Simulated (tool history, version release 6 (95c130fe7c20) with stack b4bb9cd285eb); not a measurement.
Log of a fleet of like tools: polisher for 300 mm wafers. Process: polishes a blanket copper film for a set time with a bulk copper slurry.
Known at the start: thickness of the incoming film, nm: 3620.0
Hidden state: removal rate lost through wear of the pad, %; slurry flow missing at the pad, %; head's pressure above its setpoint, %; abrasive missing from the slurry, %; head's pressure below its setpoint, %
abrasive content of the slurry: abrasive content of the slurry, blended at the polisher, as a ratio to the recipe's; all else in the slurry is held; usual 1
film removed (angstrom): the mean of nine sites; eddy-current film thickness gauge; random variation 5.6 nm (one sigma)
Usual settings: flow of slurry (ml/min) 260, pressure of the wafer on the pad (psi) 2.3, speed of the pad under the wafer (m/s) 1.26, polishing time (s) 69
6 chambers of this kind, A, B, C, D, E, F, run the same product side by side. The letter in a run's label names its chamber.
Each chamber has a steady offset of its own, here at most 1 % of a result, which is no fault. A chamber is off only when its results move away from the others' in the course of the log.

| run | hour | flow of slurry (ml/min) | pressure of the wafer on the pad (psi) | speed of the pad under the wafer (m/s) | abrasive content of the slurry | polishing time (s) | wafers polished on this pad | hours since the slurry nozzle was cleaned | hours since the head pressure was calibrated | hours since the slurry blender was calibrated | film removed (angstrom) |
|---|---|---|---|---|---|---|---|---|---|---|---|
| 1B | 9 | 260 | 2.3 | 1.26 | 1 | 69 | 610 | 479.3 | 192.4 | 256.6 | 5700.7 |
|  | 11.8 | chamber D: worn pad replaced by a new one |
|  | 14.6 | chamber F: worn pad replaced by a new one |
| 2D | 17.5 | 260 | 2.3 | 1.26 | 1 | 69 | 42 | 828.4 | 504.6 | 270.7 | 5608.2 |
|  | 20.8 | chamber A: slurry blender recalibrated |
| 3E | 27.3 | 260 | 2.3 | 1.26 | 1 | 69 | 294 | 56.3 | 1234.2 | 76.1 | 5672.2 |
| 4C | 35.9 | 260 | 2.3 | 1.26 | 1 | 69 | 811 | 602.1 | 117.4 | 134.8 | 5555.9 |
|  | 46.2 | chamber D: head pressure recalibrated |
|  | 48.5 | chamber B: worn pad replaced by a new one |
| 5F | 51 | 260 | 2.3 | 1.58 | 0.8 | 69 | 269 | 98 | 918.6 | 183.7 | 6840.6 |
| 6A | 63.3 | 260 | 2.3 | 1.58 | 0.8 | 69 | 608 | 121.1 | 297.1 | 42.5 | 6719.5 |
|  | 72.4 | chamber C: worn pad replaced by a new one |
| 7F | 73.6 | 260 | 2.3 | 1.58 | 0.8 | 69 | 436 | 120.6 | 941.2 | 206.3 | 6785.9 |
| 8B | 80.9 | 260 | 2.3 | 1.58 | 0.8 | 69 | 239 | 551.2 | 264.3 | 328.5 | 6822.1 |
|  | 83.1 | chamber C: slurry blender recalibrated |
| 9D | 90.3 | 260 | 2.3 | 1.58 | 0.8 | 69 | 579 | 901.2 | 44.1 | 343.5 | 6698.7 |
|  | 96.2 | chamber E: worn pad replaced by a new one |
|  | 96.8 | chamber C: slurry nozzle cleaned |
| 10C | 98.8 | 260 | 2.3 | 1.58 | 0.8 | 69 | 195 | 2.1 | 180.3 | 15.7 | 6662.5 |
|  | 102.8 | chamber D: worn pad replaced by a new one |
| 11A | 111.6 | 260 | 2.8 | 1.26 | 1 | 69 | 965 | 169.4 | 345.4 | 90.8 | 6810.4 |
| 12E | 120.7 | 260 | 2.8 | 1.26 | 1 | 69 | 181 | 149.7 | 1327.6 | 169.5 | 6956.5 |
|  | 126.5 | chamber D: slurry nozzle cleaned |
|  | 127.6 | chamber D: slurry blender recalibrated |
| 13E | 130.5 | 260 | 2.8 | 1.26 | 1 | 69 | 253 | 159.5 | 1337.4 | 179.3 | 6931.2 |
| 14B | 144 | 260 | 2.8 | 1.26 | 1 | 69 | 705 | 614.3 | 327.4 | 391.6 | 6969 |
|  | 146.3 | chamber B: worn pad replaced by a new one |
| 15F | 153.2 | 260 | 2.8 | 1.26 | 1 | 69 | 1023 | 200.2 | 1020.8 | 285.9 | 7098.1 |
|  | 164.1 | chamber F: slurry blender recalibrated |
| 16A | 166.6 | 260 | 2.8 | 1.26 | 1 | 69 | 1370 | 224.4 | 400.4 | 145.8 | 6862.4 |
|  | 177.4 | chamber E: head pressure recalibrated |
| 17C | 181.5 | 260 | 2.3 | 1.26 | 1 | 69 | 805 | 84.8 | 263 | 98.4 | 5560.3 |
|  | 185.5 | chamber A: worn pad replaced by a new one |
| 18D | 190.5 | 185 | 2.3 | 1.42 | 1 | 69 | 647 | 64 | 144.3 | 62.9 | 6053.3 |
|  | 194.1 | chamber E: worn pad replaced by a new one |
|  | 196.1 | chamber D: worn pad replaced by a new one |
| 19F | 198.4 | 185 | 2.3 | 1.42 | 1 | 69 | 1357 | 245.4 | 1066 | 34.3 | 6313.1 |
|  | 203.8 | chamber C: worn pad replaced by a new one |
| 20E | 206.2 | 185 | 2.3 | 1.42 | 1 | 69 | 89 | 235.2 | 28.8 | 255 | 6142.3 |
|  | 217.9 | chamber B: slurry blender recalibrated |
|  | 218.9 | chamber F: worn pad replaced by a new one |
| 21C | 219.8 | 185 | 2.3 | 1.42 | 1 | 69 | 118 | 123.1 | 301.3 | 136.7 | 5920 |
|  | 228.1 | chamber B: head pressure recalibrated |
| 22D | 229.9 | 185 | 2.3 | 1.42 | 1 | 69 | 249 | 103.4 | 183.7 | 102.3 | 6173.3 |
| 23B | 239.8 | 185 | 2.3 | 1.42 | 1 | 69 | 690 | 710.1 | 11.7 | 22 | 6168.7 |
|  | 246.8 | chamber E: slurry blender recalibrated |
| 24A | 250.9 | 260 | 2.3 | 1.26 | 1 | 69 | 483 | 308.7 | 484.7 | 230.1 | 5654.4 |
|  | 254.7 | chamber C: slurry blender recalibrated |
| 25D | 262 | 260 | 2.3 | 1.26 | 1 | 60 | 486 | 135.5 | 215.8 | 134.4 | 4890.6 |
|  | 263.5 | chamber B: slurry nozzle cleaned |
|  | 267.4 | chamber B: worn pad replaced by a new one |
| 26F | 273.6 | 260 | 2.3 | 1.26 | 1 | 60 | 404 | 320.6 | 1141.2 | 109.5 | 5012.8 |
|  | 278.4 | chamber E: worn pad replaced by a new one |
|  | 280.6 | chamber D: worn pad replaced by a new one |
| 27A | 286.1 | 260 | 2.3 | 1.26 | 1 | 60 | 743 | 343.9 | 519.9 | 265.3 | 4965.9 |
|  | 291.6 | chamber A: slurry blender recalibrated |
| 28E | 294.6 | 260 | 2.3 | 1.26 | 1 | 60 | 119 | 323.6 | 117.2 | 47.8 | 4865.5 |
|  | 295.6 | chamber F: head pressure recalibrated |
| 29B | 307.4 | 260 | 2.3 | 1.26 | 1 | 60 | 295 | 43.9 | 79.3 | 89.6 | 5012.8 |
| 30C | 317.2 | 260 | 2.3 | 1.26 | 1 | 60 | 837 | 220.5 | 398.7 | 62.6 | 4537 |
| 31A | 329 | 260 | 2.3 | 1.26 | 1 | 69 | 1059 | 386.8 | 562.8 | 37.5 | 5644.4 |
| 32D | 340.4 | 260 | 2.3 | 1.26 | 1 | 69 | 442 | 213.9 | 294.2 | 212.8 | 5660.5 |
| 33E | 348.9 | 260 | 2.8 | 1.26 | 1 | 83 | 520 | 377.9 | 171.5 | 102.1 | 8285.1 |
|  | 359.2 | chamber D: worn pad replaced by a new one |
| 34F | 363.5 | 260 | 2.8 | 1.26 | 1 | 83 | 1067 | 410.5 | 67.9 | 199.4 | 8347 |
|  | 366.6 | chamber E: worn pad replaced by a new one |
|  | 367 | chamber C: worn pad replaced by a new one |
|  | 370.3 | chamber B: worn pad replaced by a new one |
| 35C | 378.1 | 260 | 2.8 | 1.26 | 1 | 83 | 82 | 281.4 | 459.6 | 123.5 | 7537.1 |
| 36B | 386.1 | 260 | 2.8 | 1.26 | 1 | 83 | 116 | 122.6 | 158 | 168.3 | 8174.5 |
| 37D | 399.2 | 260 | 2.8 | 1.26 | 1 | 83 | 295 | 272.7 | 353 | 271.6 | 8274.2 |
| 38E | 406.6 | 260 | 2.8 | 1.26 | 1 | 83 | 295 | 435.6 | 229.2 | 159.8 | 8322.4 |

Next, every chamber runs the same settings. What will each give?
| 39A | 417.5 | 260 | 2.3 | 1.26 | 1 | 69 |  |  |  |  | ? |
| 39B | 417.5 | 260 | 2.3 | 1.26 | 1 | 69 |  |  |  |  | ? |
| 39C | 417.5 | 260 | 2.3 | 1.26 | 1 | 69 |  |  |  |  | ? |
| 39D | 417.5 | 260 | 2.3 | 1.26 | 1 | 69 |  |  |  |  | ? |
| 39E | 417.5 | 260 | 2.3 | 1.26 | 1 | 69 |  |  |  |  | ? |
| 39F | 417.5 | 260 | 2.3 | 1.26 | 1 | 69 |  |  |  |  | ? |

| run | film removed (angstrom) |
|---|---|
| 39A | 5630.7 |
| 39B | 5723.6 |
| 39C | 5208 |
| 39D | 5660.2 |
| 39E | 5760.1 |
| 39F | 5708.2 |

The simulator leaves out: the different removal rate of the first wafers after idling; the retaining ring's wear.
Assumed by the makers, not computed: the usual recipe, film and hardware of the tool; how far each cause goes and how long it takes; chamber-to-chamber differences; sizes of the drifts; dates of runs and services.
